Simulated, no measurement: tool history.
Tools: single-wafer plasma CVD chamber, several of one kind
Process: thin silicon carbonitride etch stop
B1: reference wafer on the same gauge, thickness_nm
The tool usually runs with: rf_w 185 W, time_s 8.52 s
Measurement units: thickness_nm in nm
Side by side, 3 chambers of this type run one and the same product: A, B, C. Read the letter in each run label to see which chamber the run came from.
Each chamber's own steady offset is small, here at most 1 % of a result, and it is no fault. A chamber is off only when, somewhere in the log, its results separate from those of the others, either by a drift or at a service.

run 1C hour=9.4 | rf_w=185 time_s=8.52 | B1=3.8295 | thickness_nm=4.6989
run 2A hour=16.5 | rf_w=185 time_s=8.52 | B1=3.8282 | thickness_nm=4.7666
run 3B hour=28.5 | rf_w=185 time_s=8.52 | B1=3.826 | thickness_nm=4.752
run 4A hour=35.5 | rf_w=185 time_s=8.52 | B1=3.8254 | thickness_nm=4.7811
run 5C hour=45.4 | rf_w=185 time_s=8.52 | B1=3.8268 | thickness_nm=4.6912
run 6B hour=56.9 | rf_w=165 time_s=9.35 | B1=3.8236 | thickness_nm=5.0426
run 7C hour=67.5 | rf_w=165 time_s=9.35 | B1=3.8249 | thickness_nm=4.9774
run 8A hour=76.5 | rf_w=165 time_s=9.35 | B1=3.8222 | thickness_nm=5.0575
run 9B hour=90.1 | rf_w=185 time_s=8.52 | B1=3.8213 | thickness_nm=4.7497
run 10A hour=102.1 | rf_w=185 time_s=8.52 | B1=3.82 | thickness_nm=4.7508
run 11B hour=113 | rf_w=185 time_s=8.52 | B1=3.8203 | thickness_nm=4.7468
run 12C hour=119.1 | rf_w=185 time_s=8.52 | B1=3.8188 | thickness_nm=4.6853
run 13A hour=132.1 | rf_w=160 time_s=8.52 | B1=3.8167 | thickness_nm=4.5424
run 14C hour=139.3 | rf_w=160 time_s=8.52 | B1=3.8159 | thickness_nm=4.4929
run 15B hour=150.8 | rf_w=160 time_s=8.52 | B1=3.816 | thickness_nm=4.5378
run 16B hour=158.8 | rf_w=185 time_s=8.52 | B1=3.8158 | thickness_nm=4.7379
run 17A hour=166.8 | rf_w=185 time_s=8.52 | B1=3.8152 | thickness_nm=4.7544
run 18C hour=175.3 | rf_w=185 time_s=7.48 | B1=3.813 | thickness_nm=4.1171
run 19A hour=185.4 | rf_w=185 time_s=7.48 | B1=3.8115 | thickness_nm=4.1795
run 20C hour=196.6 | rf_w=185 time_s=7.48 | B1=3.8115 | thickness_nm=4.1041
run 21B hour=204.7 | rf_w=185 time_s=8.52 | B1=3.8108 | thickness_nm=4.746

All chambers now run identical settings, listed one chamber a line with results as question marks. What results will each chamber show?
run 22A hour=214.4 | rf_w=185 time_s=9.98 | thickness_nm=?
run 22B hour=214.4 | rf_w=185 time_s=9.98 | thickness_nm=?
run 22C hour=214.4 | rf_w=185 time_s=9.98 | thickness_nm=?

run=22A thickness_nm=5.56
run=22B thickness_nm=5.5444
run=22C thickness_nm=5.4797
